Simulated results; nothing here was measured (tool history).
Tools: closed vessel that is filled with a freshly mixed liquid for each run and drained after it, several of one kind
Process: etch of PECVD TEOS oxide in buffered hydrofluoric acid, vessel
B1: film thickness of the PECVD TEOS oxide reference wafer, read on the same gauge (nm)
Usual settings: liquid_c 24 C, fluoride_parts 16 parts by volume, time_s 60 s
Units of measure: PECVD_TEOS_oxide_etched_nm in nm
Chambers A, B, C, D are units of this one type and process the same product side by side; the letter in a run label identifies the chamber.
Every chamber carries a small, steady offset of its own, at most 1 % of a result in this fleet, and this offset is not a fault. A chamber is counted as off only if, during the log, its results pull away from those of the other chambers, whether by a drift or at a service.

run 1B hour=6 | liquid_c=24 fluoride_parts=16 time_s=60 | B1=100 | PECVD_TEOS_oxide_etched_nm=52.54
run 2D hour=9.9 | liquid_c=24 fluoride_parts=16 time_s=60 | B1=100.02 | PECVD_TEOS_oxide_etched_nm=51.865
run 3C hour=13.3 | liquid_c=24 fluoride_parts=16 time_s=60 | B1=100 | PECVD_TEOS_oxide_etched_nm=52.66
run 4A hour=19.3 | liquid_c=24 fluoride_parts=16 time_s=60 | B1=99.989 | PECVD_TEOS_oxide_etched_nm=52.207
run 5B hour=24.3 | liquid_c=24 fluoride_parts=16 time_s=60 | B1=99.983 | PECVD_TEOS_oxide_etched_nm=53.205
run 6D hour=28.2 | liquid_c=24 fluoride_parts=16 time_s=60 | B1=99.992 | PECVD_TEOS_oxide_etched_nm=51.944
run 7C hour=32.1 | liquid_c=24 fluoride_parts=16 time_s=60 | B1=100.01 | PECVD_TEOS_oxide_etched_nm=52.256
run 8A hour=36.8 | liquid_c=24 fluoride_parts=16 time_s=60 | B1=99.982 | PECVD_TEOS_oxide_etched_nm=52.895
run 9B hour=41.7 | liquid_c=24 fluoride_parts=16 time_s=60 | B1=99.996 | PECVD_TEOS_oxide_etched_nm=52.941
run 10A hour=47.8 | liquid_c=24 fluoride_parts=16 time_s=60 | B1=100.01 | PECVD_TEOS_oxide_etched_nm=52.214
run 11C hour=52.3 | liquid_c=24 fluoride_parts=16 time_s=60 | B1=100 | PECVD_TEOS_oxide_etched_nm=51.643
run 12D hour=57.5 | liquid_c=24 fluoride_parts=16 time_s=60 | B1=100.01 | PECVD_TEOS_oxide_etched_nm=51.783
run 13B hour=63.6 | liquid_c=24 fluoride_parts=16 time_s=60 | B1=100 | PECVD_TEOS_oxide_etched_nm=54.261
run 14D hour=69 | liquid_c=24 fluoride_parts=16 time_s=60 | B1=100.05 | PECVD_TEOS_oxide_etched_nm=52.259
run 15A hour=73.6 | liquid_c=24 fluoride_parts=13 time_s=60 | B1=99.985 | PECVD_TEOS_oxide_etched_nm=63.573
run 16C hour=77 | liquid_c=24 fluoride_parts=13 time_s=60 | B1=99.99 | PECVD_TEOS_oxide_etched_nm=63.444
run 17A hour=80.1 | liquid_c=24 fluoride_parts=13 time_s=60 | B1=100.01 | PECVD_TEOS_oxide_etched_nm=64.209
run 18C hour=84.4 | liquid_c=24 fluoride_parts=13 time_s=60 | B1=99.995 | PECVD_TEOS_oxide_etched_nm=63.942
run 19B hour=88.1 | liquid_c=24 fluoride_parts=16 time_s=60 | B1=100 | PECVD_TEOS_oxide_etched_nm=54.041
run 20D hour=91.3 | liquid_c=24 fluoride_parts=11.5 time_s=60 | B1=100.01 | PECVD_TEOS_oxide_etched_nm=69.803
run 21B hour=94.3 | liquid_c=24 fluoride_parts=11.5 time_s=60 | B1=99.961 | PECVD_TEOS_oxide_etched_nm=75.104
run 22C hour=99.1 | liquid_c=24 fluoride_parts=11.5 time_s=60 | B1=100.02 | PECVD_TEOS_oxide_etched_nm=72.563
run 23D hour=105.3 | liquid_c=24 fluoride_parts=11.5 time_s=60 | B1=99.976 | PECVD_TEOS_oxide_etched_nm=71.253
run 24A hour=108.6 | liquid_c=24 fluoride_parts=16 time_s=60 | B1=99.985 | PECVD_TEOS_oxide_etched_nm=51.704
run 25C hour=111.5 | liquid_c=24 fluoride_parts=16 time_s=60 | B1=99.992 | PECVD_TEOS_oxide_etched_nm=52.687
run 26A hour=116.9 | liquid_c=24 fluoride_parts=16 time_s=80 | B1=100 | PECVD_TEOS_oxide_etched_nm=68.933
run 27B hour=119.7 | liquid_c=24 fluoride_parts=16 time_s=80 | B1=100.01 | PECVD_TEOS_oxide_etched_nm=73.441
run 28D hour=124.1 | liquid_c=24 fluoride_parts=16 time_s=80 | B1=100.01 | PECVD_TEOS_oxide_etched_nm=68.067
run 29D hour=127.5 | liquid_c=24 fluoride_parts=16 time_s=80 | B1=99.995 | PECVD_TEOS_oxide_etched_nm=68.95
run 30B hour=130.3 | liquid_c=19.5 fluoride_parts=16 time_s=60 | B1=100.02 | PECVD_TEOS_oxide_etched_nm=43.616
run 31A hour=136.4 | liquid_c=19.5 fluoride_parts=16 time_s=60 | B1=100.01 | PECVD_TEOS_oxide_etched_nm=40.79
run 32C hour=139.6 | liquid_c=19.5 fluoride_parts=16 time_s=60 | B1=99.992 | PECVD_TEOS_oxide_etched_nm=40.692

Which is it: a chamber that has drifted or been left off by a service, a gauge drift common to all chambers, or only each chamber's usual small offset? If a chamber is off, name it and its likeliest cause.

One chamber, B, drifts off from the rest bit by bit.
Cause: hydrofluoric acid flow above the setpoint (%) = 6.92.
It could be hard to tell apart here from: liquid hotter than its thermometer reads (K).

Which of the 4 candidates below, each the usual settings with something changed and its results left as question marks, puts chamber B back in line with what the other chambers give on the usual settings?
Allowed miss from the other chambers' usual-settings mean, per result, to count as in line: PECVD_TEOS_oxide_etched_nm 1.6 nm
run 33B-1 hour=144.1 | liquid_c=24.5 fluoride_parts=16 time_s=60 | PECVD_TEOS_oxide_etched_nm=?
run 33B-2 hour=144.1 | liquid_c=22.5 fluoride_parts=16 time_s=60 | PECVD_TEOS_oxide_etched_nm=?
run 33B-3 hour=144.1 | liquid_c=24 fluoride_parts=16 time_s=65 | PECVD_TEOS_oxide_etched_nm=?
run 33B-4 hour=144.1 | liquid_c=24 fluoride_parts=16.5 time_s=60 | PECVD_TEOS_oxide_etched_nm=?

The other chambers' mean on the usual settings: PECVD_TEOS_oxide_etched_nm 52.139 nm
run=33B-1 PECVD_TEOS_oxide_etched_nm=57.806
run=33B-2 PECVD_TEOS_oxide_etched_nm=51.891
run=33B-3 PECVD_TEOS_oxide_etched_nm=60.972
run=33B-4 PECVD_TEOS_oxide_etched_nm=54.628
The answer is 33B-2, which returns the chamber to within the allowed miss of the others.

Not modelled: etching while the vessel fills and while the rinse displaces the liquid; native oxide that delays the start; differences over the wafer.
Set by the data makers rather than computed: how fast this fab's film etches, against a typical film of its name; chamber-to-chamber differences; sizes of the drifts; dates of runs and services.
